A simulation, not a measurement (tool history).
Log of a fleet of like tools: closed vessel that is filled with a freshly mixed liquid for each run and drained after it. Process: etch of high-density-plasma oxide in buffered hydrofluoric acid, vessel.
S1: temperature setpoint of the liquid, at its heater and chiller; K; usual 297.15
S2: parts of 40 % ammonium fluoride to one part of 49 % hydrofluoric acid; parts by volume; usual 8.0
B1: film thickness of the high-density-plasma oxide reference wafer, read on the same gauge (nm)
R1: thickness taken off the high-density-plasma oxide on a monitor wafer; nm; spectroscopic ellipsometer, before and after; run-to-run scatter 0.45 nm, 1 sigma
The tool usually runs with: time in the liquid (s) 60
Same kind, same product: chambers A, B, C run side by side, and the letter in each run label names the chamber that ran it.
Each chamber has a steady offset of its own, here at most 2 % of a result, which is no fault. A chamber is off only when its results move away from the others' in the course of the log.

run 1B day=0.171 | S1=297.15 S2=8.0 time_in_the_liquid_(s)=60 | B1=40.004 | R1=91.505
run 2C day=0.275 | S1=297.15 S2=8.0 time_in_the_liquid_(s)=60 | B1=40.016 | R1=91.982
run 3A day=0.358 | S1=297.15 S2=8.0 time_in_the_liquid_(s)=60 | B1=40.046 | R1=92.236
run 4A day=0.500 | S1=297.15 S2=8.0 time_in_the_liquid_(s)=60 | B1=39.975 | R1=91.617
run 5C day=0.667 | S1=297.15 S2=8.0 time_in_the_liquid_(s)=30 | B1=39.962 | R1=45.899
run 6B day=0.817 | S1=297.15 S2=8.0 time_in_the_liquid_(s)=30 | B1=39.990 | R1=45.403
run 7C day=0.996 | S1=297.15 S2=8.0 time_in_the_liquid_(s)=30 | B1=39.984 | R1=45.958
run 8B day=1.092 | S1=297.15 S2=8.0 time_in_the_liquid_(s)=60 | B1=40.058 | R1=90.843
run 9A day=1.204 | S1=297.15 S2=8.0 time_in_the_liquid_(s)=60 | B1=40.005 | R1=91.761
run 10A day=1.379 | S1=297.15 S2=8.0 time_in_the_liquid_(s)=60 | B1=40.022 | R1=92.928
run 11B day=1.462 | S1=297.15 S2=8.0 time_in_the_liquid_(s)=60 | B1=39.986 | R1=90.594
run 12C day=1.650 | S1=297.15 S2=8.0 time_in_the_liquid_(s)=60 | B1=39.979 | R1=91.985
run 13C day=1.771 | S1=297.15 S2=8.0 time_in_the_liquid_(s)=60 | B1=40.039 | R1=91.177
run 14A day=1.917 | S1=297.15 S2=8.0 time_in_the_liquid_(s)=60 | B1=39.962 | R1=91.321
run 15B day=2.021 | S1=297.15 S2=8.0 time_in_the_liquid_(s)=60 | B1=39.986 | R1=91.319
run 16C day=2.188 | S1=297.15 S2=8.0 time_in_the_liquid_(s)=60 | B1=40.006 | R1=91.652
run 17B day=2.358 | S1=297.15 S2=8.0 time_in_the_liquid_(s)=60 | B1=40.013 | R1=91.129
run 18A day=2.471 | S1=297.15 S2=8.0 time_in_the_liquid_(s)=60 | B1=39.984 | R1=91.162
run 19C day=2.629 | S1=293.15 S2=9.5 time_in_the_liquid_(s)=60 | B1=40.022 | R1=62.389
run 20A day=2.771 | S1=293.15 S2=9.5 time_in_the_liquid_(s)=60 | B1=39.972 | R1=62.844
run 21B day=2.929 | S1=293.15 S2=9.5 time_in_the_liquid_(s)=60 | B1=39.949 | R1=62.405
run 22A day=3.108 | S1=297.15 S2=8.0 time_in_the_liquid_(s)=60 | B1=40.054 | R1=91.834
run 23C day=3.279 | S1=297.15 S2=8.0 time_in_the_liquid_(s)=60 | B1=40.034 | R1=91.985
run 24B day=3.425 | S1=297.15 S2=8.0 time_in_the_liquid_(s)=60 | B1=40.006 | R1=91.660
run 25A day=3.567 | S1=297.15 S2=8.0 time_in_the_liquid_(s)=60 | B1=39.986 | R1=92.265
run 26B day=3.658 | S1=297.15 S2=8.0 time_in_the_liquid_(s)=60 | B1=40.027 | R1=90.790
run 27C day=3.758 | S1=297.15 S2=8.0 time_in_the_liquid_(s)=60 | B1=40.015 | R1=91.151
run 28C day=3.938 | S1=297.15 S2=8.0 time_in_the_liquid_(s)=60 | B1=40.054 | R1=91.819
run 29B day=4.088 | S1=297.15 S2=8.0 time_in_the_liquid_(s)=60 | B1=39.956 | R1=91.305
run 30A day=4.225 | S1=297.15 S2=8.0 time_in_the_liquid_(s)=60 | B1=40.022 | R1=91.971
run 31C day=4.412 | S1=297.15 S2=8.0 time_in_the_liquid_(s)=60 | B1=40.026 | R1=92.704
run 32B day=4.512 | S1=297.15 S2=8.0 time_in_the_liquid_(s)=60 | B1=40.022 | R1=92.068
run 33A day=4.608 | S1=297.15 S2=8.0 time_in_the_liquid_(s)=60 | B1=40.029 | R1=92.242
run 34C day=4.712 | S1=297.15 S2=11.0 time_in_the_liquid_(s)=50 | B1=39.990 | R1=57.153
run 35B day=4.812 | S1=297.15 S2=11.0 time_in_the_liquid_(s)=50 | B1=40.021 | R1=57.866
run 36A day=4.979 | S1=297.15 S2=11.0 time_in_the_liquid_(s)=50 | B1=39.989 | R1=57.777
run 37A day=5.154 | S1=297.15 S2=8.0 time_in_the_liquid_(s)=60 | B1=39.987 | R1=92.118
run 38C day=5.304 | S1=297.15 S2=8.0 time_in_the_liquid_(s)=60 | B1=40.032 | R1=91.811
run 39B day=5.429 | S1=297.15 S2=8.0 time_in_the_liquid_(s)=60 | B1=39.997 | R1=91.497
run 40A day=5.592 | S1=297.15 S2=8.0 time_in_the_liquid_(s)=60 | B1=39.996 | R1=92.594
-- day=5.696 chamber B: thermometer replaced
run 41B day=5.775 | S1=297.15 S2=8.0 time_in_the_liquid_(s)=60 | B1=39.960 | R1=91.125

All chambers now run identical settings, listed one chamber a line with results as question marks. What results will each chamber show?
run 42A day=5.912 | S1=301.65 S2=8.0 time_in_the_liquid_(s)=60 | R1=?
run 42B day=5.912 | S1=301.65 S2=8.0 time_in_the_liquid_(s)=60 | R1=?
run 42C day=5.912 | S1=301.65 S2=8.0 time_in_the_liquid_(s)=60 | R1=?

run=42A R1=118.090
run=42B R1=116.830
run=42C R1=117.440
